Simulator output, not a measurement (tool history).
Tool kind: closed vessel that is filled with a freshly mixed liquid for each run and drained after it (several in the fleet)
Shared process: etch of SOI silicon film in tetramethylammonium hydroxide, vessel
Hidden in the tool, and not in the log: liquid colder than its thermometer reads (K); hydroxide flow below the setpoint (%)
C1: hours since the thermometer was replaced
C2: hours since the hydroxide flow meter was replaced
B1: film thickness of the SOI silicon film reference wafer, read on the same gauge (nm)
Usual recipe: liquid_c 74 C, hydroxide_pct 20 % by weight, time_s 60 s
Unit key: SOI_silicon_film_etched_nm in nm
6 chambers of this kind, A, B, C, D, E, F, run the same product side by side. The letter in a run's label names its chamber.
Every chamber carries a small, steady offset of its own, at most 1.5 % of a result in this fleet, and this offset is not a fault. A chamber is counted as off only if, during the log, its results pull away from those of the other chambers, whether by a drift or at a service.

Run 1C, hour 2.4: usual settings; C1 732.5; C2 696.9; B1 40.009. Result: SOI_silicon_film_etched_nm 388.07 nm.
Run 2E, hour 6.2: usual settings; C1 2348.2; C2 1180.4; B1 39.991. Result: SOI_silicon_film_etched_nm 380.62 nm.
Run 3A, hour 9.4: usual settings; C1 1011.6; C2 1005.5; B1 39.989. Result: SOI_silicon_film_etched_nm 395.09 nm.
Run 4B, hour 12.8: usual settings; C1 1196.3; C2 580.1; B1 39.982. Result: SOI_silicon_film_etched_nm 388.52 nm.
Run 5F, hour 15.8: usual settings; C1 727.8; C2 567.8; B1 39.947. Result: SOI_silicon_film_etched_nm 388.97 nm.
Run 6D, hour 20.9: usual settings; C1 944.5; C2 1068.3; B1 40.026. Result: SOI_silicon_film_etched_nm 392.5 nm.
Run 7F, hour 25.9: usual settings; C1 737.9; C2 577.9; B1 39.982. Result: SOI_silicon_film_etched_nm 389.43 nm.
Run 8D, hour 30.4: usual settings; C1 954; C2 1077.8; B1 39.981. Result: SOI_silicon_film_etched_nm 392.32 nm.
Run 9E, hour 32.6: usual settings but hydroxide_pct 23 % by weight; C1 2374.6; C2 1206.8; B1 39.996. Result: SOI_silicon_film_etched_nm 349.19 nm.
Run 10A, hour 35.8: usual settings but hydroxide_pct 23 % by weight; C1 1038; C2 1031.9; B1 39.949. Result: SOI_silicon_film_etched_nm 356.61 nm.
Run 11C, hour 40.9: usual settings but hydroxide_pct 23 % by weight; C1 771; C2 735.4; B1 40.022. Result: SOI_silicon_film_etched_nm 351.44 nm.
Run 12B, hour 44.7: usual settings but hydroxide_pct 23 % by weight; C1 1228.2; C2 612; B1 39.994. Result: SOI_silicon_film_etched_nm 358.3 nm.
Run 13E, hour 49.1: usual settings but hydroxide_pct 23 % by weight; C1 2391.1; C2 1223.3; B1 39.976. Result: SOI_silicon_film_etched_nm 348.68 nm.
Run 14F, hour 52.6: usual settings but hydroxide_pct 23 % by weight; C1 764.6; C2 604.6; B1 40.045. Result: SOI_silicon_film_etched_nm 354.57 nm.
Run 15D, hour 56.2: usual settings; C1 979.8; C2 1103.6; B1 39.98. Result: SOI_silicon_film_etched_nm 393.32 nm.
Run 16C, hour 60.8: usual settings; C1 790.9; C2 755.3; B1 39.986. Result: SOI_silicon_film_etched_nm 389.12 nm.
Run 17A, hour 64.7: usual settings; C1 1066.9; C2 1060.8; B1 40.028. Result: SOI_silicon_film_etched_nm 397.84 nm.
Run 18B, hour 69.3: usual settings but liquid_c 69.5 C, hydroxide_pct 15.5 % by weight; C1 1252.8; C2 636.6; B1 39.978. Result: SOI_silicon_film_etched_nm 334.55 nm.
Run 19E, hour 71.7: usual settings but liquid_c 69.5 C, hydroxide_pct 15.5 % by weight; C1 2413.7; C2 1245.9; B1 40.033. Result: SOI_silicon_film_etched_nm 326.7 nm.
Run 20D, hour 76.5: usual settings but liquid_c 69.5 C, hydroxide_pct 15.5 % by weight; C1 1000.1; C2 1123.9; B1 39.98. Result: SOI_silicon_film_etched_nm 335.54 nm.
Run 21A, hour 79.1: usual settings but liquid_c 69.5 C, hydroxide_pct 15.5 % by weight; C1 1081.3; C2 1075.2; B1 40.031. Result: SOI_silicon_film_etched_nm 338.02 nm.
Run 22F, hour 83.3: usual settings but liquid_c 69.5 C, hydroxide_pct 15.5 % by weight; C1 795.3; C2 635.3; B1 40.011. Result: SOI_silicon_film_etched_nm 334.06 nm.
Run 23C, hour 87.6: usual settings but liquid_c 69.5 C, hydroxide_pct 15.5 % by weight; C1 817.7; C2 782.1; B1 39.944. Result: SOI_silicon_film_etched_nm 333.85 nm.
Run 24B, hour 90.6: usual settings; C1 1274.1; C2 657.9; B1 39.993. Result: SOI_silicon_film_etched_nm 391.34 nm.
Run 25F, hour 95.6: usual settings; C1 807.6; C2 647.6; B1 39.995. Result: SOI_silicon_film_etched_nm 392.76 nm.
Run 26B, hour 100.7: usual settings; C1 1284.2; C2 668; B1 40.035. Result: SOI_silicon_film_etched_nm 392.96 nm.
Run 27E, hour 103.2: usual settings; C1 2445.2; C2 1277.4; B1 39.992. Result: SOI_silicon_film_etched_nm 383.71 nm.
Run 28C, hour 108.2: usual settings; C1 838.3; C2 802.7; B1 40.056. Result: SOI_silicon_film_etched_nm 388.54 nm.
Run 29D, hour 112: usual settings; C1 1035.6; C2 1159.4; B1 39.99. Result: SOI_silicon_film_etched_nm 389.52 nm.
At hour 114: chamber E: thermometer replaced.
Run 30A, hour 116.6: usual settings; C1 1118.8; C2 1112.7; B1 39.973. Result: SOI_silicon_film_etched_nm 397.82 nm.
Run 31A, hour 119.9: usual settings; C1 1122.1; C2 1116; B1 40.018. Result: SOI_silicon_film_etched_nm 397.95 nm.
Run 32F, hour 123.4: usual settings; C1 835.4; C2 675.4; B1 40.01. Result: SOI_silicon_film_etched_nm 394.3 nm.
Run 33E, hour 128.2: usual settings; C1 14.2; C2 1302.4; B1 40. Result: SOI_silicon_film_etched_nm 382.55 nm.
Run 34C, hour 131: usual settings; C1 861.1; C2 825.5; B1 40.034. Result: SOI_silicon_film_etched_nm 389.96 nm.
Run 35D, hour 134.8: usual settings but time_s 90 s; C1 1058.4; C2 1182.2; B1 39.969. Result: SOI_silicon_film_etched_nm 598.59 nm.
Run 36B, hour 139.1: usual settings but time_s 90 s; C1 1322.6; C2 706.4; B1 39.98. Result: SOI_silicon_film_etched_nm 589.77 nm.
Run 37D, hour 141.7: usual settings but time_s 90 s; C1 1065.3; C2 1189.1; B1 40.001. Result: SOI_silicon_film_etched_nm 594.83 nm.
Run 38B, hour 144.5: usual settings but time_s 90 s; C1 1328; C2 711.8; B1 40.025. Result: SOI_silicon_film_etched_nm 591.05 nm.
Run 39A, hour 149.1: usual settings but time_s 90 s; C1 1151.3; C2 1145.2; B1 39.98. Result: SOI_silicon_film_etched_nm 589.23 nm.
Run 40E, hour 154.2: usual settings but time_s 90 s; C1 40.2; C2 1328.4; B1 39.974. Result: SOI_silicon_film_etched_nm 579.78 nm.
Run 41C, hour 157.3: usual settings; C1 887.4; C2 851.8; B1 39.958. Result: SOI_silicon_film_etched_nm 389.26 nm.
Run 42F, hour 159.7: usual settings; C1 871.7; C2 711.7; B1 40.013. Result: SOI_silicon_film_etched_nm 387.77 nm.
Run 43B, hour 162.8: usual settings; C1 1346.3; C2 730.1; B1 40.007. Result: SOI_silicon_film_etched_nm 394.69 nm.

Is one chamber off against the others, does the gauge drift, or is nothing wrong? If a chamber is off, say which, and what the likeliest cause is.

Nothing is wrong: each chamber keeps only its own small, steady offset and the gauge holds still.
